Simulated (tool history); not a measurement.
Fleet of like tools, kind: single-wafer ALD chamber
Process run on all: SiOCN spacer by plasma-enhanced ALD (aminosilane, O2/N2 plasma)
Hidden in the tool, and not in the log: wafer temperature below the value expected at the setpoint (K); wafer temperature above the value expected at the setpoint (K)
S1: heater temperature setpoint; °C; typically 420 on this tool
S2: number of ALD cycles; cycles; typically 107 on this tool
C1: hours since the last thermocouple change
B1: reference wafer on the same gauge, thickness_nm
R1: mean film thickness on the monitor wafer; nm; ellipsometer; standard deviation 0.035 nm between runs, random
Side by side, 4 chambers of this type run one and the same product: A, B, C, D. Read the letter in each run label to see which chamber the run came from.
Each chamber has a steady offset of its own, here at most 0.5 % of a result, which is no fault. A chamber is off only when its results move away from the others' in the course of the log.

{"run": "1B", "hour": 3.4, "S1": 420, "S2": 107, "C1": 365.6, "B1": 7.0033, "R1": 6.0838}
{"run": "2D", "hour": 8.4, "S1": 420, "S2": 107, "C1": 494.9, "B1": 6.9984, "R1": 6.0478}
{"run": "3A", "hour": 12.5, "S1": 420, "S2": 107, "C1": 1466.9, "B1": 7.0118, "R1": 6.1083}
{"run": "4C", "hour": 19.3, "S1": 420, "S2": 107, "C1": 1301.6, "B1": 7.0053, "R1": 6.0744}
{"run": "5B", "hour": 23.6, "S1": 412, "S2": 120, "C1": 385.8, "B1": 7.0104, "R1": 6.9049}
{"run": "6D", "hour": 28.3, "S1": 412, "S2": 120, "C1": 514.8, "B1": 7.0152, "R1": 6.8836}
{"run": "7C", "hour": 34.6, "S1": 412, "S2": 120, "C1": 1316.9, "B1": 7.0195, "R1": 6.9836}
{"run": "8A", "hour": 38.5, "S1": 412, "S2": 120, "C1": 1492.9, "B1": 7.0076, "R1": 6.9566}
{"run": "9D", "hour": 43.9, "S1": 420, "S2": 117, "C1": 530.4, "B1": 7.0016, "R1": 6.5358}
{"run": "10A", "hour": 50.8, "S1": 420, "S2": 117, "C1": 1505.2, "B1": 6.9987, "R1": 6.643}
{"run": "11B", "hour": 54.9, "S1": 420, "S2": 117, "C1": 417.1, "B1": 7.0019, "R1": 6.5996}
{"run": "12C", "hour": 59.0, "S1": 420, "S2": 117, "C1": 1341.3, "B1": 7.0194, "R1": 6.6315}
{"run": "13B", "hour": 63.8, "S1": 409, "S2": 126, "C1": 426.0, "B1": 7.0127, "R1": 7.4097}
{"run": "14D", "hour": 69.5, "S1": 409, "S2": 126, "C1": 556.0, "B1": 6.9976, "R1": 7.3247}
{"run": "15A", "hour": 72.8, "S1": 409, "S2": 126, "C1": 1527.2, "B1": 7.0074, "R1": 7.3648}
{"run": "16C", "hour": 76.1, "S1": 409, "S2": 126, "C1": 1358.4, "B1": 7.0117, "R1": 7.3827}
{"run": "17D", "hour": 80.8, "S1": 420, "S2": 107, "C1": 567.3, "B1": 7.0044, "R1": 6.0931}
{"run": "18A", "hour": 85.4, "S1": 420, "S2": 107, "C1": 1539.8, "B1": 7.0075, "R1": 6.0603}
{"run": "19C", "hour": 92.5, "S1": 420, "S2": 107, "C1": 1374.8, "B1": 7.0034, "R1": 6.0804}
{"run": "20B", "hour": 99.3, "S1": 420, "S2": 107, "C1": 461.5, "B1": 7.0087, "R1": 6.0669}
{"run": "21A", "hour": 104.3, "S1": 420, "S2": 91, "C1": 1558.7, "B1": 7.0132, "R1": 5.1252}
{"run": "22B", "hour": 108.7, "S1": 420, "S2": 91, "C1": 470.9, "B1": 7.0176, "R1": 5.1247}
{"run": "23D", "hour": 113.0, "S1": 420, "S2": 91, "C1": 599.5, "B1": 7.011, "R1": 5.128}
{"run": "24C", "hour": 116.3, "S1": 420, "S2": 91, "C1": 1398.6, "B1": 7.0156, "R1": 5.1271}
{"run": "25B", "hour": 119.8, "S1": 420, "S2": 107, "C1": 482.0, "B1": 7.0071, "R1": 6.0491}
{"run": "26D", "hour": 126.9, "S1": 420, "S2": 107, "C1": 613.4, "B1": 7.0161, "R1": 6.0616}
{"run": "27A", "hour": 132.3, "S1": 420, "S2": 107, "C1": 1586.7, "B1": 7.0027, "R1": 6.1221}
{"run": "28C", "hour": 138.5, "S1": 420, "S2": 107, "C1": 1420.8, "B1": 7.0229, "R1": 6.0232}
{"run": "29B", "hour": 143.3, "S1": 420, "S2": 107, "C1": 505.5, "B1": 7.0117, "R1": 6.0156}
{"run": "30D", "hour": 148.2, "S1": 420, "S2": 107, "C1": 634.7, "B1": 7.0013, "R1": 6.0559}
{"run": "31A", "hour": 151.7, "S1": 420, "S2": 107, "C1": 1606.1, "B1": 7.006, "R1": 6.0397}
{"run": "32C", "hour": 157.0, "S1": 429, "S2": 90, "C1": 1439.3, "B1": 7.0055, "R1": 4.955}
{"run": "33B", "hour": 163.2, "S1": 429, "S2": 90, "C1": 525.4, "B1": 7.012, "R1": 4.9383}
{"run": "34C", "hour": 167.8, "S1": 429, "S2": 90, "C1": 1450.1, "B1": 7.0076, "R1": 4.9525}
{"run": "35A", "hour": 172.6, "S1": 429, "S2": 90, "C1": 1627.0, "B1": 7.0177, "R1": 5.0332}
{"run": "36D", "hour": 179.5, "S1": 420, "S2": 107, "C1": 666.0, "B1": 7.0046, "R1": 6.1114}
{"run": "37D", "hour": 185.2, "S1": 420, "S2": 107, "C1": 671.7, "B1": 7.0074, "R1": 6.0013}
{"run": "38B", "hour": 191.7, "S1": 420, "S2": 107, "C1": 553.9, "B1": 7.0162, "R1": 6.0765}
{"run": "39C", "hour": 198.9, "S1": 420, "S2": 107, "C1": 1481.2, "B1": 7.0136, "R1": 6.0647}

Has any chamber moved away from the others, gradually or after a service, or does the common gauge drift, or do the chambers differ only by their own small steady offsets? State the chamber and the most likely cause if one applies.

No chamber stands off beyond its own small offset, and the gauge holds steady.
